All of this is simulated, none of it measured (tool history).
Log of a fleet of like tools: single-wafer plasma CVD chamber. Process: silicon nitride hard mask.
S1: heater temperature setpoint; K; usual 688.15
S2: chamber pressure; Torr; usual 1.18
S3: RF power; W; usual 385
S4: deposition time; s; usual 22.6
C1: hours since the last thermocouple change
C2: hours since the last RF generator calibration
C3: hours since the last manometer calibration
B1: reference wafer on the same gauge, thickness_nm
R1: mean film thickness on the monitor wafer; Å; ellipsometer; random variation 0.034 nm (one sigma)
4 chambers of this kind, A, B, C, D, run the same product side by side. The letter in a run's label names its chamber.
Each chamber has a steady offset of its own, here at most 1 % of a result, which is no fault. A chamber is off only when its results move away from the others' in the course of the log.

run,hour,S1,S2,S3,S4,C1,C2,C3,B1,R1
1B,10.4,688.15,1.18,385,22.6,1779.5,2206.8,112,24.996,276.27
2C,16.8,688.15,1.18,385,22.6,1175.8,1653.7,174.5,24.986,277.83
3A,26.2,688.15,1.18,385,22.6,987.8,1002.8,483,24.99,276
4D,36.9,688.15,1.18,385,22.6,1249,1471.8,1261.1,24.976,276.81
5A,46.1,688.15,1.18,385,22.6,1007.7,1022.7,502.9,24.977,276.47
6B,55.5,693.15,1.18,385,22.6,1824.6,2251.9,157.1,24.966,275.59
7C,65.6,693.15,1.18,385,22.6,1224.6,1702.5,223.3,24.962,277.22
8D,73.4,693.15,1.18,385,22.6,1285.5,1508.3,1297.6,24.961,276.71
9A,80.4,693.15,1.18,385,22.6,1042,1057,537.2,24.961,274.85
10D,87.6,688.15,1.18,385,22.6,1299.7,1522.5,1311.8,24.957,277.48
# hour 91.6: chamber B: thermocouple changed; heater temperature recalibrated
11B,93.7,688.15,1.18,385,22.6,2.1,2290.1,195.3,24.936,276.09
12C,98.6,696.15,1.18,385,22.6,1257.6,1735.5,256.3,24.953,276.01
13A,109.1,696.15,1.18,385,22.6,1070.7,1085.7,565.9,24.937,274.49
14C,115.4,696.15,1.18,385,22.6,1274.4,1752.3,273.1,24.933,275.96
15B,125.5,696.15,1.18,385,22.6,33.9,2321.9,227.1,24.926,274.73
16D,131.8,688.15,1.18,385,22.6,1343.9,1566.7,1356,24.924,276.34
17B,138.9,688.15,1.18,385,22.6,47.3,2335.3,240.5,24.914,275.54
18A,149.5,688.15,1.18,385,22.6,1111.1,1126.1,606.3,24.916,275.35
19D,158.4,688.15,1.18,385,22.6,1370.5,1593.3,1382.6,24.904,276.56
20C,168.4,688.15,1.18,385,22.6,1327.4,1805.3,326.1,24.908,277.05
21D,179.6,688.15,1.18,385,22.6,1391.7,1614.5,1403.8,24.892,275.78
# hour 181.5: chamber B: RF generator calibrated
22B,189.5,688.15,1.45,385,26.9,97.9,8.1,291.1,24.891,347.97
23C,199.9,688.15,1.45,385,26.9,1358.9,1836.8,357.6,24.883,351
24A,204.8,688.15,1.45,385,26.9,1166.4,1181.4,661.6,24.877,348.96

Is one chamber off against the others, does the gauge drift, or is nothing wrong? If a chamber is off, say which, and what the likeliest cause is.

The gauge drifts, so all chambers seem to drift together. No chamber is off.
Cause: gauge reads low (%) = 0.505.
